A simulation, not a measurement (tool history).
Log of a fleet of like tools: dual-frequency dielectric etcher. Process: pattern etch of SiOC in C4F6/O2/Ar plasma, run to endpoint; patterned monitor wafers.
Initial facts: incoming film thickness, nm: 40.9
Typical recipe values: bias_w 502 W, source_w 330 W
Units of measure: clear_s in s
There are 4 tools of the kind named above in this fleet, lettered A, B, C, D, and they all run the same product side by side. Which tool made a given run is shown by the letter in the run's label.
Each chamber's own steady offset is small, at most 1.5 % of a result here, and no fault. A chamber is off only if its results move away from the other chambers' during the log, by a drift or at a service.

Run 1B, day 0.254: usual settings. Result: clear_s 14.865 s.
Run 2A, day 0.65: usual settings. Result: clear_s 14.727 s.
Run 3D, day 1.05: usual settings. Result: clear_s 14.634 s.
Run 4C, day 1.492: usual settings. Result: clear_s 14.813 s.
At day 1.638: chamber A: bias power generator calibrated.
Run 5D, day 1.796: usual settings. Result: clear_s 14.603 s.
At day 2.008: chamber B: bias power generator calibrated.
Run 6A, day 2.15: usual settings. Result: clear_s 14.908 s.
Run 7B, day 2.4: usual settings. Result: clear_s 14.763 s.
At day 2.617: chamber B: wet clean of the chamber.
Run 8C, day 2.846: usual settings. Result: clear_s 14.787 s.
Run 9D, day 3.129: usual settings. Result: clear_s 14.553 s.
Run 10C, day 3.467: usual settings. Result: clear_s 14.707 s.
At day 3.471: chamber C: wet clean of the chamber.
Run 11B, day 3.825: usual settings. Result: clear_s 14.946 s.
Run 12A, day 4.062: usual settings but bias_w 615 W, source_w 380 W. Result: clear_s 13.008 s.
Run 13C, day 4.504: usual settings but bias_w 615 W, source_w 380 W. Result: clear_s 13.135 s.
Run 14A, day 4.721: usual settings but bias_w 615 W, source_w 380 W. Result: clear_s 12.797 s.
Run 15B, day 5.112: usual settings but bias_w 615 W, source_w 380 W. Result: clear_s 12.933 s.
Run 16D, day 5.5: usual settings but bias_w 405 W, source_w 300 W. Result: clear_s 16.361 s.
Run 17D, day 5.888: usual settings but bias_w 405 W, source_w 300 W. Result: clear_s 16.289 s.
Run 18B, day 6.183: usual settings but bias_w 405 W, source_w 300 W. Result: clear_s 16.515 s.
Run 19A, day 6.646: usual settings but bias_w 405 W, source_w 300 W. Result: clear_s 16.515 s.
At day 6.783: chamber D: wet clean of the chamber.
Run 20C, day 7.112: usual settings but bias_w 562 W, source_w 380 W. Result: clear_s 13.383 s.
Run 21B, day 7.558: usual settings but bias_w 562 W, source_w 380 W. Result: clear_s 13.544 s.
Run 22A, day 7.954: usual settings but bias_w 562 W, source_w 380 W. Result: clear_s 13.432 s.
Run 23C, day 8.229: usual settings but bias_w 562 W, source_w 380 W. Result: clear_s 13.393 s.
Run 24D, day 8.671: usual settings. Result: clear_s 14.59 s.

Is one chamber out of step, is the gauge drifting, or do the chambers differ by no more than their own small offsets? For an off chamber, give its letter and the likeliest cause.

Nothing is wrong: each chamber keeps only its own small, steady offset and the gauge holds still.
